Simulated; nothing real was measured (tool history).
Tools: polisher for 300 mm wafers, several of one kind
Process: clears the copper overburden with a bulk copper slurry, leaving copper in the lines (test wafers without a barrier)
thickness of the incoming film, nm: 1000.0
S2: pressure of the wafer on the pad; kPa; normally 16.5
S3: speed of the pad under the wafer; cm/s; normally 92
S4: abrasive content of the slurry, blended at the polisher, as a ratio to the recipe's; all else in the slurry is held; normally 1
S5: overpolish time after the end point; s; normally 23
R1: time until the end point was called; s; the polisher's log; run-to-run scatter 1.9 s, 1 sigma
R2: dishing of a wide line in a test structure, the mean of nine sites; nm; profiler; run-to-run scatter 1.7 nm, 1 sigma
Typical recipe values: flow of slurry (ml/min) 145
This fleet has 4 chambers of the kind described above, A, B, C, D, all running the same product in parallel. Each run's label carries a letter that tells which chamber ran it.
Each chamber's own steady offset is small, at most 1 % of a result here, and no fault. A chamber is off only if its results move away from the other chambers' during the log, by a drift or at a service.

{"day": 0.267, "done": "chamber D: worn pad replaced by a new one"}
{"run": "1B", "day": 0.292, "flow of slurry (ml/min)": 145, "S2": 16.5, "S3": 92, "S4": 1, "S5": 23, "R1": 122.74, "R2": 83.828}
{"run": "2D", "day": 0.558, "flow of slurry (ml/min)": 145, "S2": 16.5, "S3": 92, "S4": 1, "S5": 23, "R1": 126.07, "R2": 80.573}
{"run": "3C", "day": 0.967, "flow of slurry (ml/min)": 145, "S2": 16.5, "S3": 92, "S4": 1, "S5": 23, "R1": 126.66, "R2": 83.036}
{"day": 1.283, "done": "chamber B: worn pad replaced by a new one"}
{"run": "4A", "day": 1.283, "flow of slurry (ml/min)": 145, "S2": 16.5, "S3": 92, "S4": 1, "S5": 23, "R1": 127.73, "R2": 82.02}
{"day": 1.529, "done": "chamber A: worn pad replaced by a new one"}
{"run": "5A", "day": 1.688, "flow of slurry (ml/min)": 145, "S2": 16.5, "S3": 78, "S4": 1, "S5": 23, "R1": 146.66, "R2": 76.639}
{"run": "6B", "day": 1.992, "flow of slurry (ml/min)": 145, "S2": 16.5, "S3": 78, "S4": 1, "S5": 23, "R1": 145.61, "R2": 77.709}
{"day": 2.146, "done": "chamber D: slurry blender recalibrated"}
{"run": "7D", "day": 2.225, "flow of slurry (ml/min)": 145, "S2": 16.5, "S3": 78, "S4": 1, "S5": 23, "R1": 143.94, "R2": 77.067}
{"run": "8C", "day": 2.538, "flow of slurry (ml/min)": 145, "S2": 16.5, "S3": 78, "S4": 1, "S5": 23, "R1": 145.2, "R2": 76.071}
{"run": "9C", "day": 2.867, "flow of slurry (ml/min)": 145, "S2": 16.5, "S3": 92, "S4": 1, "S5": 23, "R1": 122.76, "R2": 81.79}
{"run": "10B", "day": 3.138, "flow of slurry (ml/min)": 145, "S2": 16.5, "S3": 92, "S4": 1, "S5": 23, "R1": 121.27, "R2": 83.748}
{"run": "11A", "day": 3.446, "flow of slurry (ml/min)": 180, "S2": 16.5, "S3": 92, "S4": 1, "S5": 18, "R1": 121.17, "R2": 75.57}
{"run": "12D", "day": 3.746, "flow of slurry (ml/min)": 180, "S2": 16.5, "S3": 92, "S4": 1, "S5": 18, "R1": 122.59, "R2": 71.896}
{"run": "13C", "day": 3.946, "flow of slurry (ml/min)": 180, "S2": 16.5, "S3": 92, "S4": 1, "S5": 18, "R1": 118.55, "R2": 75.051}
{"run": "14B", "day": 4.254, "flow of slurry (ml/min)": 180, "S2": 16.5, "S3": 92, "S4": 1, "S5": 18, "R1": 121.07, "R2": 72.597}
{"day": 4.583, "done": "chamber C: worn pad replaced by a new one"}
{"run": "15A", "day": 4.608, "flow of slurry (ml/min)": 145, "S2": 16.5, "S3": 92, "S4": 1, "S5": 23, "R1": 122.85, "R2": 82.89}
{"day": 4.896, "done": "chamber D: worn pad replaced by a new one"}
{"run": "16D", "day": 4.942, "flow of slurry (ml/min)": 145, "S2": 16.5, "S3": 92, "S4": 1, "S5": 23, "R1": 125.17, "R2": 87.322}
{"day": 5.117, "done": "chamber A: slurry blender recalibrated"}
{"run": "17A", "day": 5.346, "flow of slurry (ml/min)": 145, "S2": 16.5, "S3": 92, "S4": 1, "S5": 23, "R1": 128.18, "R2": 86.807}
{"day": 5.362, "done": "chamber C: slurry blender recalibrated"}
{"day": 5.658, "done": "chamber A: slurry nozzle cleaned"}
{"run": "18D", "day": 5.696, "flow of slurry (ml/min)": 145, "S2": 16.5, "S3": 92, "S4": 1, "S5": 23, "R1": 125.8, "R2": 83.769}
{"run": "19B", "day": 6.079, "flow of slurry (ml/min)": 145, "S2": 16.5, "S3": 70, "S4": 1, "S5": 23, "R1": 161.98, "R2": 71.204}
{"run": "20C", "day": 6.308, "flow of slurry (ml/min)": 145, "S2": 16.5, "S3": 70, "S4": 1, "S5": 23, "R1": 155.73, "R2": 71.894}
{"run": "21D", "day": 6.612, "flow of slurry (ml/min)": 145, "S2": 16.5, "S3": 70, "S4": 1, "S5": 23, "R1": 163.74, "R2": 72.816}
{"run": "22B", "day": 6.867, "flow of slurry (ml/min)": 145, "S2": 16.5, "S3": 70, "S4": 1, "S5": 23, "R1": 163.34, "R2": 70.992}
{"run": "23A", "day": 7.204, "flow of slurry (ml/min)": 145, "S2": 16.5, "S3": 92, "S4": 1, "S5": 23, "R1": 124.5, "R2": 84.64}
{"run": "24C", "day": 7.525, "flow of slurry (ml/min)": 180, "S2": 16.5, "S3": 92, "S4": 1, "S5": 23, "R1": 118.93, "R2": 84.164}
{"day": 7.596, "done": "chamber B: worn pad replaced by a new one"}
{"run": "25B", "day": 7.912, "flow of slurry (ml/min)": 180, "S2": 16.5, "S3": 92, "S4": 1, "S5": 23, "R1": 119.18, "R2": 83.574}
{"day": 8.25, "done": "chamber A: worn pad replaced by a new one"}
{"run": "26A", "day": 8.271, "flow of slurry (ml/min)": 180, "S2": 16.5, "S3": 92, "S4": 1, "S5": 23, "R1": 120.91, "R2": 86.428}
{"run": "27D", "day": 8.492, "flow of slurry (ml/min)": 180, "S2": 16.5, "S3": 92, "S4": 1, "S5": 23, "R1": 121.56, "R2": 88.46}
{"run": "28C", "day": 8.904, "flow of slurry (ml/min)": 145, "S2": 16.5, "S3": 92, "S4": 1, "S5": 23, "R1": 126.64, "R2": 83.176}
{"run": "29A", "day": 9.2, "flow of slurry (ml/min)": 145, "S2": 16.5, "S3": 92, "S4": 1, "S5": 23, "R1": 124.51, "R2": 81.077}
{"day": 9.388, "done": "chamber B: slurry blender recalibrated"}
{"day": 9.412, "done": "chamber C: slurry nozzle cleaned"}
{"run": "30B", "day": 9.458, "flow of slurry (ml/min)": 145, "S2": 16.5, "S3": 92, "S4": 1, "S5": 23, "R1": 126.55, "R2": 83.36}
{"run": "31D", "day": 9.796, "flow of slurry (ml/min)": 145, "S2": 16.5, "S3": 92, "S4": 1, "S5": 23, "R1": 122.48, "R2": 83.149}
{"run": "32C", "day": 10.075, "flow of slurry (ml/min)": 100, "S2": 16.5, "S3": 92, "S4": 1, "S5": 23, "R1": 135.72, "R2": 81.349}
{"day": 10.321, "done": "chamber D: worn pad replaced by a new one"}
{"run": "33A", "day": 10.475, "flow of slurry (ml/min)": 100, "S2": 16.5, "S3": 92, "S4": 1, "S5": 23, "R1": 136.4, "R2": 81.375}
{"run": "34D", "day": 10.825, "flow of slurry (ml/min)": 100, "S2": 16.5, "S3": 92, "S4": 1, "S5": 23, "R1": 135.55, "R2": 78.744}
{"run": "35C", "day": 11.029, "flow of slurry (ml/min)": 100, "S2": 16.5, "S3": 92, "S4": 1, "S5": 23, "R1": 138.96, "R2": 79.807}
{"day": 11.038, "done": "chamber D: slurry blender recalibrated"}
{"run": "36B", "day": 11.454, "flow of slurry (ml/min)": 145, "S2": 16.5, "S3": 92, "S4": 1, "S5": 23, "R1": 123.16, "R2": 83.462}
{"day": 11.492, "done": "chamber A: head pressure recalibrated"}
{"run": "37C", "day": 11.704, "flow of slurry (ml/min)": 145, "S2": 16.5, "S3": 92, "S4": 1, "S5": 23, "R1": 125.58, "R2": 81.389}
{"run": "38B", "day": 11.942, "flow of slurry (ml/min)": 145, "S2": 16.5, "S3": 92, "S4": 1, "S5": 23, "R1": 120.81, "R2": 84.292}
{"run": "39A", "day": 12.262, "flow of slurry (ml/min)": 145, "S2": 16.5, "S3": 92, "S4": 1, "S5": 23, "R1": 122.32, "R2": 82.192}
{"run": "40D", "day": 12.588, "flow of slurry (ml/min)": 145, "S2": 16.5, "S3": 92, "S4": 1, "S5": 23, "R1": 123.45, "R2": 84.142}
{"day": 12.608, "done": "chamber C: slurry blender recalibrated"}
{"run": "41C", "day": 12.929, "flow of slurry (ml/min)": 145, "S2": 16.5, "S3": 92, "S4": 1, "S5": 23, "R1": 123.29, "R2": 83.277}
{"run": "42A", "day": 13.175, "flow of slurry (ml/min)": 145, "S2": 16.5, "S3": 92, "S4": 1, "S5": 23, "R1": 130.24, "R2": 87.73}
{"run": "43B", "day": 13.504, "flow of slurry (ml/min)": 145, "S2": 16.5, "S3": 92, "S4": 1, "S5": 23, "R1": 121.44, "R2": 83.911}

All 4 chambers run these settings next. Forecast each chamber's results:
{"run": "44A", "day": 13.821, "flow of slurry (ml/min)": 145, "S2": 16.5, "S3": 92, "S4": 0.75, "S5": 23, "R1": "?", "R2": "?"}
{"run": "44B", "day": 13.821, "flow of slurry (ml/min)": 145, "S2": 16.5, "S3": 92, "S4": 0.75, "S5": 23, "R1": "?", "R2": "?"}
{"run": "44C", "day": 13.821, "flow of slurry (ml/min)": 145, "S2": 16.5, "S3": 92, "S4": 0.75, "S5": 23, "R1": "?", "R2": "?"}
{"run": "44D", "day": 13.821, "flow of slurry (ml/min)": 145, "S2": 16.5, "S3": 92, "S4": 0.75, "S5": 23, "R1": "?", "R2": "?"}

run=44A R1=132.75 R2=86.305
run=44B R1=133.55 R2=78.095
run=44C R1=133.42 R2=77.985
run=44D R1=131.49 R2=82.989
